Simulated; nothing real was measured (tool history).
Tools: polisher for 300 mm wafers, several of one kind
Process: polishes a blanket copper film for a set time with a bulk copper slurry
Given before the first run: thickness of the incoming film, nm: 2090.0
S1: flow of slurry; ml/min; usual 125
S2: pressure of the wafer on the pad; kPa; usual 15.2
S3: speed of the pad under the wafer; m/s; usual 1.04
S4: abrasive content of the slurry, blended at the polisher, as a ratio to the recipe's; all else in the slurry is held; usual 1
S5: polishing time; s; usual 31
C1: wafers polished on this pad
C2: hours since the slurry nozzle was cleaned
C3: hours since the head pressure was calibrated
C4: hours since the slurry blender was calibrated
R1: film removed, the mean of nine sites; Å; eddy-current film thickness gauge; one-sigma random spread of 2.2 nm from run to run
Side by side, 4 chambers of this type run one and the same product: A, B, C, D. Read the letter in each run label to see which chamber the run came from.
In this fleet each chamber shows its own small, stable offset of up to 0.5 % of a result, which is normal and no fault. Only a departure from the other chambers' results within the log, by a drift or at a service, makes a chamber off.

run   hour   S1    S2    S3   S4  S5    C1     C2      C3     C4      R1
 1B    5.8  125  15.2  1.04    1  31  1316   67.8  1485.3  162.5  1889.7
 2A   11.2  125  15.2  1.04    1  31   847  152.5   516.5   34.2  1927.3
        12  -- chamber B: worn pad replaced by a new one
 3D   16.7  125  15.2  1.04    1  31   980  471.7   869.7   23.3  1896.1
      20.5  -- chamber A: worn pad replaced by a new one
 4C   21.7  125  15.2  1.04    1  31   561   75.9   357.4  164.4  1929.8
      26.2  -- chamber D: worn pad replaced by a new one
 5C   26.3  125  15.2  1.04    1  31   606   80.5     362    169  1888.1
 6D   32.5  125  15.2  1.04    1  31    61  487.5   885.5   39.1  1858.3
 7B   35.8  125  15.2  1.04    1  31   232   97.8  1515.3  192.5    1915
 8A     42  125  15.2  1.04    1  31   209  183.3   547.3     65    1926
 9D   44.9  125  15.2  1.04    1  31   182  499.9   897.9   51.5  1949.5
      45.7  -- chamber C: worn pad replaced by a new one
10B   48.7  125  15.2  1.04    1  31   357  110.7  1528.2  205.4  1941.9
11C   51.6  125  15.2  1.04    1  31    58  105.8   387.3  194.3  1937.3
12A   57.1  125  15.2  1.04    1  31   356  198.4   562.4   80.1  1864.4
13B   61.5  125  15.2  1.04    1  31   481  123.5    1541  218.2  1923.3
14A   65.6  125  15.2  1.04    1  31   438  206.9   570.9   88.6  1922.1
15D   71.4  125  15.2  1.04    1  31   439  526.4   924.4     78  1926.6
16C   76.7  125  15.2  1.04    1  31   301  130.9   412.4  219.4  1910.4
17A     81  125  15.2  1.04    1  31   588  222.3   586.3    104  1908.6
18D   87.3  125  15.2  1.04    1  31   593  542.3   940.3   93.9  1907.2
19B   90.6  125  15.2  1.04    1  31   764  152.6  1570.1  247.3    1895
      91.3  -- chamber C: head pressure recalibrated
20C   93.4  125  15.2  1.04    1  31   464  147.6     2.2  236.1  1907.8
21B   98.1  125  15.2  1.04    1  31   837  160.1  1577.6  254.8  1907.7
22D  104.1  125  15.2  1.04    1  31   756  559.1   957.1  110.7    1933
23C  108.1  125  15.2  0.86    1  31   606  162.3    16.9  250.8  1584.2
     110.2  -- chamber D: head pressure recalibrated
24A  111.3  125  15.2  0.86    1  31   882  252.6   616.6  134.3  1596.4
25B    115  125  15.2  0.86    1  31  1001    177  1594.5  271.7  1589.6
26A  120.2  125  15.2  0.86    1  31   969  261.5   625.5  143.2  1589.3
     120.4  -- chamber D: slurry blender recalibrated
27C  126.4  125  15.2  1.04    1  31   784  180.6    35.2  269.1  1938.5
     127.7  -- chamber A: worn pad replaced by a new one
28D  131.4  125    11  1.04    1  31  1022  586.4    21.3     11  1380.1
     131.7  -- chamber C: worn pad replaced by a new one
29C  137.6  125    11  1.04    1  31    57  191.8    46.4  280.3  1400.6
       138  -- chamber B: worn pad replaced by a new one
30A  141.9  125    11  1.04    1  31   138  283.2   647.2  164.9  1395.7
31D    147  125    11  1.04    1  31  1173    602    36.9   26.6  1384.3
32B    153  125  15.2  1.04    1  31   146    215  1632.5  309.7  1929.2
33A  158.9  125  15.2  1.04    1  31   303  300.2   664.2  181.9  1896.2
     160.7  -- chamber D: worn pad replaced by a new one
     162.1  -- chamber C: slurry nozzle cleaned
34D  164.3  125  15.2  1.04    1  31    35  619.3    54.2   43.9  1939.5
       167  -- chamber C: slurry blender recalibrated
35C  170.2  125  15.2  1.04    1  31   374    8.1      79    3.3  1957.7
36B  175.6  125  15.2  1.04  0.8  31   365  237.6  1655.1  332.3  1851.2
37D  178.7  125  15.2  1.04  0.8  31   175  633.7    68.6   58.3  1862.7

Decide between three cases: one chamber stands off from its peers, the gauge reading all wafers drifts, or nothing is wrong past each chamber's small offset. Where a chamber is off, say which and what most likely put it there.

No chamber stands off beyond its own small offset, and the gauge holds steady.
